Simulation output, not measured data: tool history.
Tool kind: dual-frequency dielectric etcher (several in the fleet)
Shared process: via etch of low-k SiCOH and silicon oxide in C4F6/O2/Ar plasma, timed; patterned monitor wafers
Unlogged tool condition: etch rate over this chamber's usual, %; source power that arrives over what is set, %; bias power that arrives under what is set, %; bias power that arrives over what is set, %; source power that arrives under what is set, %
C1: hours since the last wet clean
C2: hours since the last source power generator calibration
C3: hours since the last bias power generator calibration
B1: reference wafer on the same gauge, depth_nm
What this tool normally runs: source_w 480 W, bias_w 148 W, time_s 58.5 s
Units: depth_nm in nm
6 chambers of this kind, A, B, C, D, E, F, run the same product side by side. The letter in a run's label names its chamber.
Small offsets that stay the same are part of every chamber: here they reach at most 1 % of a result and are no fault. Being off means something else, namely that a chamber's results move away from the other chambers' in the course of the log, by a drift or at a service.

run 1D hour=15.2 | source_w=480 bias_w=148 time_s=58.5 | C1=126.2 C2=3621.3 C3=1841 | B1=152.05 | depth_nm=153.86
run 2A hour=30.6 | source_w=480 bias_w=148 time_s=58.5 | C1=67.8 C2=1301.3 C3=2387.8 | B1=151.98 | depth_nm=154.18
run 3E hour=40.3 | source_w=480 bias_w=148 time_s=58.5 | C1=260.9 C2=1633.7 C3=1089.1 | B1=151.95 | depth_nm=154.72
run 4B hour=50.9 | source_w=480 bias_w=148 time_s=58.5 | C1=370.9 C2=1083.7 C3=1707.8 | B1=151.91 | depth_nm=153.61
run 5C hour=61.2 | source_w=580 bias_w=133 time_s=58.5 | C1=328.9 C2=1766.7 C3=1415.9 | B1=152.07 | depth_nm=162.66
run 6F hour=70.3 | source_w=580 bias_w=133 time_s=58.5 | C1=349.1 C2=246 C3=2297.4 | B1=151.95 | depth_nm=161.84
run 7A hour=83.2 | source_w=580 bias_w=133 time_s=58.5 | C1=120.4 C2=1353.9 C3=2440.4 | B1=152.01 | depth_nm=160.58
run 8F hour=97.4 | source_w=580 bias_w=133 time_s=58.5 | C1=376.2 C2=273.1 C3=2324.5 | B1=151.92 | depth_nm=161.73
-- hour=99.7 chamber B: wet clean of the chamber
run 9C hour=108.3 | source_w=580 bias_w=133 time_s=58.5 | C1=376 C2=1813.8 C3=1463 | B1=152.04 | depth_nm=162.19
run 10D hour=115.4 | source_w=580 bias_w=133 time_s=58.5 | C1=226.4 C2=3721.5 C3=1941.2 | B1=151.98 | depth_nm=161.38
run 11B hour=130.7 | source_w=480 bias_w=148 time_s=58.5 | C1=31 C2=1163.5 C3=1787.6 | B1=152.14 | depth_nm=153.88
run 12E hour=141.4 | source_w=480 bias_w=148 time_s=58.5 | C1=362 C2=1734.8 C3=1190.2 | B1=152.06 | depth_nm=154.01
run 13A hour=152.2 | source_w=480 bias_w=148 time_s=58.5 | C1=189.4 C2=1422.9 C3=2509.4 | B1=152.07 | depth_nm=153.72
run 14E hour=160.3 | source_w=480 bias_w=148 time_s=58.5 | C1=380.9 C2=1753.7 C3=1209.1 | B1=152.05 | depth_nm=154.36
run 15B hour=167.7 | source_w=480 bias_w=148 time_s=58.5 | C1=68 C2=1200.5 C3=1824.6 | B1=152.04 | depth_nm=153.65
run 16C hour=175.8 | source_w=480 bias_w=148 time_s=58.5 | C1=443.5 C2=1881.3 C3=1530.5 | B1=152 | depth_nm=156.6
run 17D hour=189.1 | source_w=480 bias_w=148 time_s=58.5 | C1=300.1 C2=3795.2 C3=2014.9 | B1=152.04 | depth_nm=154.22
run 18F hour=200.4 | source_w=480 bias_w=148 time_s=64 | C1=479.2 C2=376.1 C3=2427.5 | B1=151.88 | depth_nm=170.36
-- hour=212.4 chamber E: source power generator calibrated
run 19F hour=214.1 | source_w=480 bias_w=148 time_s=64 | C1=492.9 C2=389.8 C3=2441.2 | B1=151.93 | depth_nm=170.43
-- hour=228.2 chamber E: wet clean of the chamber
run 20A hour=229 | source_w=480 bias_w=148 time_s=64 | C1=266.2 C2=1499.7 C3=2586.2 | B1=151.87 | depth_nm=168.78
run 21B hour=239.9 | source_w=480 bias_w=148 time_s=64 | C1=140.2 C2=1272.7 C3=1896.8 | B1=151.9 | depth_nm=168.35
run 22E hour=248.4 | source_w=480 bias_w=148 time_s=64 | C1=20.3 C2=36 C3=1297.2 | B1=151.98 | depth_nm=169.34
run 23C hour=257.1 | source_w=480 bias_w=148 time_s=64 | C1=524.8 C2=1962.6 C3=1611.8 | B1=152 | depth_nm=172.51
run 24D hour=269.3 | source_w=480 bias_w=148 time_s=58.5 | C1=380.3 C2=3875.4 C3=2095.1 | B1=152.04 | depth_nm=154.28
run 25E hour=278.8 | source_w=480 bias_w=148 time_s=58.5 | C1=50.7 C2=66.4 C3=1327.6 | B1=151.96 | depth_nm=155.33
run 26A hour=289.5 | source_w=480 bias_w=148 time_s=58.5 | C1=326.7 C2=1560.2 C3=2646.7 | B1=152.14 | depth_nm=154.75
run 27C hour=296.3 | source_w=480 bias_w=148 time_s=58.5 | C1=564 C2=2001.8 C3=1651 | B1=151.91 | depth_nm=158.24
-- hour=306.7 chamber D: wet clean of the chamber
run 28B hour=307.9 | source_w=480 bias_w=148 time_s=58.5 | C1=208.2 C2=1340.7 C3=1964.8 | B1=151.99 | depth_nm=153.17
-- hour=311.9 chamber F: wet clean of the chamber
run 29D hour=317.8 | source_w=480 bias_w=148 time_s=58.5 | C1=11.2 C2=3923.9 C3=2143.6 | B1=151.99 | depth_nm=154.26
run 30F hour=330.5 | source_w=480 bias_w=148 time_s=58.5 | C1=18.7 C2=506.2 C3=2557.6 | B1=152.06 | depth_nm=154.71
run 31F hour=345.8 | source_w=480 bias_w=148 time_s=47 | C1=34 C2=521.5 C3=2572.9 | B1=152.03 | depth_nm=124.45
run 32D hour=359.2 | source_w=480 bias_w=148 time_s=47 | C1=52.6 C2=3965.3 C3=2185 | B1=151.93 | depth_nm=124.38
run 33C hour=366.1 | source_w=480 bias_w=148 time_s=47 | C1=633.8 C2=2071.6 C3=1720.8 | B1=151.93 | depth_nm=127.38
run 34B hour=372.8 | source_w=480 bias_w=148 time_s=47 | C1=273.1 C2=1405.6 C3=2029.7 | B1=152 | depth_nm=122.9
run 35E hour=381.6 | source_w=480 bias_w=148 time_s=47 | C1=153.5 C2=169.2 C3=1430.4 | B1=152.11 | depth_nm=123.43
run 36A hour=394.7 | source_w=480 bias_w=148 time_s=47 | C1=431.9 C2=1665.4 C3=2751.9 | B1=152.04 | depth_nm=123.93
run 37B hour=402.3 | source_w=480 bias_w=148 time_s=58.5 | C1=302.6 C2=1435.1 C3=2059.2 | B1=152.02 | depth_nm=153.32
run 38E hour=410.7 | source_w=480 bias_w=148 time_s=58.5 | C1=182.6 C2=198.3 C3=1459.5 | B1=151.93 | depth_nm=154.53
run 39C hour=423.9 | source_w=480 bias_w=148 time_s=58.5 | C1=691.6 C2=2129.4 C3=1778.6 | B1=151.88 | depth_nm=159.87
run 40F hour=433.3 | source_w=480 bias_w=148 time_s=58.5 | C1=121.5 C2=609 C3=2660.4 | B1=151.92 | depth_nm=154.52
run 41A hour=444.7 | source_w=480 bias_w=148 time_s=58.5 | C1=481.9 C2=1715.4 C3=2801.9 | B1=151.95 | depth_nm=154.76
-- hour=447 chamber D: bias power generator calibrated
run 42D hour=457.2 | source_w=480 bias_w=148 time_s=58.5 | C1=150.6 C2=4063.3 C3=10.2 | B1=152.01 | depth_nm=154.55
run 43B hour=467.5 | source_w=480 bias_w=125 time_s=58.5 | C1=367.8 C2=1500.3 C3=2124.4 | B1=152.07 | depth_nm=146.82
-- hour=479.1 chamber A: bias power generator calibrated
run 44A hour=479.7 | source_w=480 bias_w=125 time_s=58.5 | C1=516.9 C2=1750.4 C3=0.7 | B1=152.04 | depth_nm=146.49

Does one chamber stand apart from the rest, does the shared gauge drift, or is all well apart from small per-chamber offsets? Give the chamber and the most likely cause, where there is one.

Little by little, chamber C moves away from the other chambers.
What lies behind it: etch rate over this chamber's usual, % = 3.1.

Here are 4 candidates for chamber C's next run, each the usual settings with a change, their results left as question marks. Which one brings its results back in line with what the others give on the usual settings?
Allowed miss from the other chambers' usual-settings mean, per result, to count as in line: depth_nm 1.5 nm
run 45C-1 hour=490.7 | source_w=480 bias_w=149 time_s=60.5 | depth_nm=?
run 45C-2 hour=490.7 | source_w=480 bias_w=147 time_s=56.5 | depth_nm=?
run 45C-3 hour=490.7 | source_w=490 bias_w=150 time_s=61.5 | depth_nm=?
run 45C-4 hour=490.7 | source_w=470 bias_w=146 time_s=55.5 | depth_nm=?

Other chambers, usual settings, mean: depth_nm 154.45 nm
run=45C-1 depth_nm=165.98
run=45C-2 depth_nm=154.38
run=45C-3 depth_nm=170.45
run=45C-4 depth_nm=150.08
45C-2 brings the chamber back in line.
